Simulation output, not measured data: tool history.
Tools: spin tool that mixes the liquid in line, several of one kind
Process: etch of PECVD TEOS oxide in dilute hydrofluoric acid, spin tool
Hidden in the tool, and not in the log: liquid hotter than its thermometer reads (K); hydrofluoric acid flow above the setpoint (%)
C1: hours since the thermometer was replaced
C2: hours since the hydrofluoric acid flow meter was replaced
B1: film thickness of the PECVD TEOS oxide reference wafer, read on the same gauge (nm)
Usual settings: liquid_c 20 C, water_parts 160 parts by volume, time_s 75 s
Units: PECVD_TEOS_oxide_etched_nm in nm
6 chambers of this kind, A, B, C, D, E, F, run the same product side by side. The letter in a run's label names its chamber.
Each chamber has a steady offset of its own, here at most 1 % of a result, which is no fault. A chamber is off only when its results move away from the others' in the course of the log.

run 1C hour=5.5 | liquid_c=20 water_parts=160 time_s=75 | C1=701.9 C2=72.4 | B1=39.992 | PECVD_TEOS_oxide_etched_nm=4.3673
run 2E hour=11.4 | liquid_c=20 water_parts=160 time_s=75 | C1=155.9 C2=546.8 | B1=40.012 | PECVD_TEOS_oxide_etched_nm=4.4136
run 3D hour=23.8 | liquid_c=20 water_parts=160 time_s=75 | C1=757 C2=189.2 | B1=39.996 | PECVD_TEOS_oxide_etched_nm=4.3991
run 4F hour=34.9 | liquid_c=20 water_parts=160 time_s=75 | C1=732.3 C2=354.3 | B1=39.996 | PECVD_TEOS_oxide_etched_nm=4.4336
run 5B hour=42.5 | liquid_c=18 water_parts=160 time_s=30 | C1=546.6 C2=557.5 | B1=39.981 | PECVD_TEOS_oxide_etched_nm=1.6222
run 6A hour=54 | liquid_c=18 water_parts=160 time_s=30 | C1=162.7 C2=1183.4 | B1=39.99 | PECVD_TEOS_oxide_etched_nm=1.6179
run 7B hour=59.9 | liquid_c=18 water_parts=160 time_s=30 | C1=564 C2=574.9 | B1=40.022 | PECVD_TEOS_oxide_etched_nm=1.6283
run 8A hour=70 | liquid_c=18 water_parts=160 time_s=30 | C1=178.7 C2=1199.4 | B1=40.029 | PECVD_TEOS_oxide_etched_nm=1.6143
run 9E hour=79.6 | liquid_c=18 water_parts=160 time_s=30 | C1=224.1 C2=615 | B1=39.999 | PECVD_TEOS_oxide_etched_nm=1.6107
run 10D hour=86.2 | liquid_c=18 water_parts=160 time_s=30 | C1=819.4 C2=251.6 | B1=40.011 | PECVD_TEOS_oxide_etched_nm=1.6447
run 11F hour=93.9 | liquid_c=20 water_parts=160 time_s=75 | C1=791.3 C2=413.3 | B1=39.998 | PECVD_TEOS_oxide_etched_nm=4.4492
run 12C hour=101.7 | liquid_c=20 water_parts=160 time_s=75 | C1=798.1 C2=168.6 | B1=39.996 | PECVD_TEOS_oxide_etched_nm=4.3881
run 13C hour=113.5 | liquid_c=20 water_parts=160 time_s=75 | C1=809.9 C2=180.4 | B1=40.023 | PECVD_TEOS_oxide_etched_nm=4.4284
run 14D hour=123.5 | liquid_c=24.5 water_parts=160 time_s=75 | C1=856.7 C2=288.9 | B1=40.012 | PECVD_TEOS_oxide_etched_nm=5.198
run 15A hour=130.4 | liquid_c=24.5 water_parts=160 time_s=75 | C1=239.1 C2=1259.8 | B1=40.033 | PECVD_TEOS_oxide_etched_nm=5.2696
run 16E hour=138.7 | liquid_c=24.5 water_parts=160 time_s=75 | C1=283.2 C2=674.1 | B1=40 | PECVD_TEOS_oxide_etched_nm=5.2418
-- hour=140.5 chamber A: hydrofluoric acid flow meter replaced
run 17F hour=146.6 | liquid_c=24.5 water_parts=160 time_s=75 | C1=844 C2=466 | B1=40.018 | PECVD_TEOS_oxide_etched_nm=5.3072
run 18B hour=155.8 | liquid_c=24.5 water_parts=160 time_s=75 | C1=659.9 C2=670.8 | B1=40.013 | PECVD_TEOS_oxide_etched_nm=5.2233
run 19D hour=162.9 | liquid_c=24.5 water_parts=160 time_s=75 | C1=896.1 C2=328.3 | B1=39.994 | PECVD_TEOS_oxide_etched_nm=5.2806
run 20B hour=175.3 | liquid_c=20 water_parts=160 time_s=75 | C1=679.4 C2=690.3 | B1=39.989 | PECVD_TEOS_oxide_etched_nm=4.3894
run 21C hour=181.5 | liquid_c=20 water_parts=160 time_s=75 | C1=877.9 C2=248.4 | B1=39.99 | PECVD_TEOS_oxide_etched_nm=4.3824
-- hour=189.4 chamber B: thermometer replaced
run 22A hour=190.3 | liquid_c=20 water_parts=160 time_s=75 | C1=299 C2=49.8 | B1=40.006 | PECVD_TEOS_oxide_etched_nm=4.3289
run 23F hour=195.6 | liquid_c=18.5 water_parts=160 time_s=40 | C1=893 C2=515 | B1=40.005 | PECVD_TEOS_oxide_etched_nm=2.2873
run 24E hour=207.7 | liquid_c=18.5 water_parts=160 time_s=40 | C1=352.2 C2=743.1 | B1=39.986 | PECVD_TEOS_oxide_etched_nm=2.2204
run 25D hour=219.6 | liquid_c=18.5 water_parts=160 time_s=40 | C1=952.8 C2=385 | B1=40.01 | PECVD_TEOS_oxide_etched_nm=2.2256
run 26A hour=227.4 | liquid_c=18.5 water_parts=160 time_s=40 | C1=336.1 C2=86.9 | B1=40.011 | PECVD_TEOS_oxide_etched_nm=2.1926
run 27B hour=238.1 | liquid_c=18.5 water_parts=160 time_s=40 | C1=48.8 C2=753.1 | B1=40.016 | PECVD_TEOS_oxide_etched_nm=2.223
run 28F hour=248.5 | liquid_c=18.5 water_parts=160 time_s=40 | C1=945.9 C2=567.9 | B1=40.032 | PECVD_TEOS_oxide_etched_nm=2.2652
-- hour=251.6 chamber D: thermometer replaced
run 29E hour=256.3 | liquid_c=20 water_parts=160 time_s=75 | C1=400.8 C2=791.7 | B1=39.97 | PECVD_TEOS_oxide_etched_nm=4.4652
run 30C hour=268.2 | liquid_c=20 water_parts=160 time_s=75 | C1=964.6 C2=335.1 | B1=39.996 | PECVD_TEOS_oxide_etched_nm=4.3489
run 31B hour=274.3 | liquid_c=20 water_parts=160 time_s=75 | C1=85 C2=789.3 | B1=40.005 | PECVD_TEOS_oxide_etched_nm=4.3974
run 32C hour=279.8 | liquid_c=20 water_parts=160 time_s=75 | C1=976.2 C2=346.7 | B1=39.988 | PECVD_TEOS_oxide_etched_nm=4.4113
run 33F hour=286.4 | liquid_c=20 water_parts=160 time_s=75 | C1=983.8 C2=605.8 | B1=39.997 | PECVD_TEOS_oxide_etched_nm=4.6639
run 34D hour=296.5 | liquid_c=20 water_parts=120 time_s=60 | C1=45 C2=461.9 | B1=40.013 | PECVD_TEOS_oxide_etched_nm=4.886
run 35E hour=305.8 | liquid_c=20 water_parts=120 time_s=60 | C1=450.3 C2=841.2 | B1=39.99 | PECVD_TEOS_oxide_etched_nm=4.926
run 36A hour=315.2 | liquid_c=20 water_parts=120 time_s=60 | C1=423.9 C2=174.7 | B1=40.014 | PECVD_TEOS_oxide_etched_nm=4.8621
run 37B hour=325.4 | liquid_c=20 water_parts=120 time_s=60 | C1=136.1 C2=840.4 | B1=39.976 | PECVD_TEOS_oxide_etched_nm=4.8793

What goes on in this fleet: one chamber off, a drifting gauge, or nothing beyond the chambers' own small offsets? Name the chamber and the cause, if any.

Chamber F drifts away from the others.
Cause: hydrofluoric acid flow above the setpoint (%) = 3.59.
The log may not tell that from: liquid hotter than its thermometer reads (K).

Here are 4 candidates for chamber F's next run, each the usual settings with a change, their results left as question marks. Which one brings its results back in line with what the others give on the usual settings?
In line means no further than this from the other chambers' mean on the usual settings: PECVD_TEOS_oxide_etched_nm 0.098 nm
run 38F-1 hour=334.3 | liquid_c=21.5 water_parts=160 time_s=75 | PECVD_TEOS_oxide_etched_nm=?
run 38F-2 hour=334.3 | liquid_c=20 water_parts=155 time_s=80 | PECVD_TEOS_oxide_etched_nm=?
run 38F-3 hour=334.3 | liquid_c=18.5 water_parts=160 time_s=75 | PECVD_TEOS_oxide_etched_nm=?
run 38F-4 hour=334.3 | liquid_c=17.5 water_parts=160 time_s=75 | PECVD_TEOS_oxide_etched_nm=?

The other chambers' mean on the usual settings: PECVD_TEOS_oxide_etched_nm 4.3959 nm
run=38F-1 PECVD_TEOS_oxide_etched_nm=4.9125
run=38F-2 PECVD_TEOS_oxide_etched_nm=5.126
run=38F-3 PECVD_TEOS_oxide_etched_nm=4.3702
run=38F-4 PECVD_TEOS_oxide_etched_nm=4.1987
38F-3 brings the chamber back in line.
